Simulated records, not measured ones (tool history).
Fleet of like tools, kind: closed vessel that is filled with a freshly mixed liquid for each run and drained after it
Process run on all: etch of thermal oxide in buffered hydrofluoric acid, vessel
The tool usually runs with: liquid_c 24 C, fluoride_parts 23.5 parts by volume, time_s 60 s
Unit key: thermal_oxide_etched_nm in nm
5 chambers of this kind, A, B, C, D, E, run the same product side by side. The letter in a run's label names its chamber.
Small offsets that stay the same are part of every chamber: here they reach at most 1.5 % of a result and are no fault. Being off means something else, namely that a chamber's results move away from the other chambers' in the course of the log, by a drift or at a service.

| run | hour | liquid_c | fluoride_parts | time_s | hours since the thermometer was replaced | hours since the hydrofluoric acid flow meter was replaced | read-back film thickness of the thermal oxide reference wafer, read on the same gauge (nm) | thermal_oxide_etched_nm |
|---|---|---|---|---|---|---|---|---|
| 1A | 13.9 | 24 | 23.5 | 60 | 2116.6 | 804.9 | 99.981 | 31.807 |
| 2E | 22.6 | 24 | 23.5 | 60 | 774.7 | 1193.7 | 99.999 | 31.912 |
| 3C | 34.9 | 24 | 23.5 | 60 | 387.6 | 255.9 | 99.979 | 31.477 |
| 4B | 47.2 | 24 | 23.5 | 60 | 2303 | 539.8 | 99.997 | 32.011 |
| 5D | 60.3 | 24 | 18.5 | 75 | 265.4 | 843.7 | 100.04 | 47.947 |
| 6D | 67.7 | 24 | 18.5 | 75 | 272.8 | 851.1 | 100.01 | 47.517 |
| 7A | 78.5 | 24 | 18.5 | 75 | 2181.2 | 869.5 | 100.03 | 47.996 |
|  | 81.6 | chamber A: thermometer replaced |
| 8B | 85.3 | 24 | 18.5 | 75 | 2341.1 | 577.9 | 100.02 | 48.438 |
| 9E | 93.7 | 24 | 18.5 | 75 | 845.8 | 1264.8 | 99.961 | 47.975 |
|  | 98.6 | chamber B: hydrofluoric acid flow meter replaced |
|  | 105.6 | chamber D: hydrofluoric acid flow meter replaced |
| 10C | 106.9 | 24 | 23.5 | 60 | 459.6 | 327.9 | 100.01 | 31.607 |
| 11D | 117.8 | 24 | 23.5 | 60 | 322.9 | 12.3 | 99.99 | 31.808 |
| 12C | 129.3 | 24 | 23.5 | 60 | 482 | 350.3 | 100 | 31.12 |
| 13E | 136 | 24 | 23.5 | 60 | 888.1 | 1307.1 | 100.04 | 32.061 |
| 14B | 149.7 | 24 | 23.5 | 60 | 2405.5 | 51.1 | 99.989 | 31.846 |
| 15A | 162.7 | 24 | 23.5 | 60 | 81.2 | 953.7 | 100.03 | 32.004 |
| 16D | 173.1 | 24 | 23.5 | 60 | 378.2 | 67.6 | 100.03 | 31.408 |
| 17E | 181.9 | 24 | 23.5 | 60 | 934 | 1353 | 99.987 | 32.443 |
| 18C | 195.1 | 24 | 23.5 | 60 | 547.8 | 416.1 | 99.981 | 31.685 |
| 19B | 207.6 | 24 | 23.5 | 60 | 2463.4 | 109 | 99.988 | 32.021 |
| 20A | 219.9 | 24 | 26.5 | 60 | 138.4 | 1010.9 | 99.94 | 29.035 |
| 21E | 228.3 | 24 | 26.5 | 60 | 980.4 | 1399.4 | 100.03 | 29.877 |
| 22D | 239.3 | 24 | 26.5 | 60 | 444.4 | 133.8 | 100.02 | 29.083 |
| 23B | 248.8 | 24 | 26.5 | 60 | 2504.6 | 150.2 | 100 | 29.608 |
| 24A | 261.8 | 24 | 26.5 | 60 | 180.3 | 1052.8 | 99.96 | 29.38 |
| 25C | 268.9 | 24 | 23.5 | 60 | 621.6 | 489.9 | 99.96 | 31.269 |
| 26B | 281.5 | 24 | 23.5 | 60 | 2537.3 | 182.9 | 99.981 | 31.835 |
| 27C | 292.7 | 24 | 20 | 35 | 645.4 | 513.7 | 100.03 | 20.64 |
|  | 303.4 | chamber A: hydrofluoric acid flow meter replaced |
| 28E | 306.2 | 24 | 20 | 35 | 1058.3 | 1477.3 | 99.999 | 21.534 |
| 29D | 317.3 | 24 | 20 | 35 | 522.4 | 211.8 | 100.01 | 20.449 |
| 30A | 328 | 24 | 20 | 35 | 246.5 | 24.6 | 100.01 | 20.961 |
| 31B | 335.3 | 24 | 20 | 35 | 2591.1 | 236.7 | 99.995 | 20.733 |
| 32A | 344.9 | 24 | 23.5 | 60 | 263.4 | 41.5 | 100 | 31.959 |
| 33C | 351.9 | 24 | 23.5 | 60 | 704.6 | 572.9 | 100.06 | 31.553 |
| 34E | 363.3 | 22 | 16 | 60 | 1115.4 | 1534.4 | 99.92 | 41.543 |
| 35D | 369.3 | 22 | 16 | 60 | 574.4 | 263.8 | 99.977 | 38.775 |
| 36C | 378 | 22 | 16 | 60 | 730.7 | 599 | 100.05 | 39.714 |
| 37A | 385.9 | 22 | 16 | 60 | 304.4 | 82.5 | 100 | 40.015 |
| 38B | 399.6 | 22 | 16 | 60 | 2655.4 | 301 | 100.02 | 39.871 |
| 39E | 411.9 | 24 | 23.5 | 60 | 1164 | 1583 | 100.01 | 33.76 |
| 40D | 423.9 | 24 | 23.5 | 60 | 629 | 318.4 | 99.998 | 31.602 |
|  | 430.8 | chamber B: thermometer replaced |
| 41A | 435.6 | 28 | 23.5 | 60 | 354.1 | 132.2 | 100.02 | 39.771 |
| 42D | 447.3 | 28 | 23.5 | 60 | 652.4 | 341.8 | 99.993 | 38.924 |
| 43B | 459 | 28 | 23.5 | 60 | 28.2 | 360.4 | 99.968 | 40.014 |

Which is it: a chamber that has drifted or been left off by a service, a gauge drift common to all chambers, or only each chamber's usual small offset? If a chamber is off, name it and its likeliest cause.

It is chamber E that slowly wanders off from its peers.
Most likely cause: liquid hotter than its thermometer reads (K) = 1.3.
Not necessarily distinguishable in this log from: hydrofluoric acid flow above the setpoint (%).

Here are 4 candidates for chamber E's next run, each the usual settings with a change, their results left as question marks. Which one brings its results back in line with what the others give on the usual settings?
A result is in line if it is within this distance of the other chambers' mean on the usual settings: thermal_oxide_etched_nm 0.6 nm
| 44E-1 | 468.9 | 23.5 | 25 | 60 |  |  |  | ? |
| 44E-2 | 468.9 | 24 | 23.5 | 70 |  |  |  | ? |
| 44E-3 | 468.9 | 24 | 23.5 | 65 |  |  |  | ? |
| 44E-4 | 468.9 | 21 | 23.5 | 60 |  |  |  | ? |

Other chambers, usual settings, mean: thermal_oxide_etched_nm 31.755 nm
| run | thermal_oxide_etched_nm |
|---|---|
| 44E-1 | 31.861 |
| 44E-2 | 39.863 |
| 44E-3 | 37.016 |
| 44E-4 | 28.947 |
The right change is 44E-1: it brings the chamber back within the allowed miss of the others.

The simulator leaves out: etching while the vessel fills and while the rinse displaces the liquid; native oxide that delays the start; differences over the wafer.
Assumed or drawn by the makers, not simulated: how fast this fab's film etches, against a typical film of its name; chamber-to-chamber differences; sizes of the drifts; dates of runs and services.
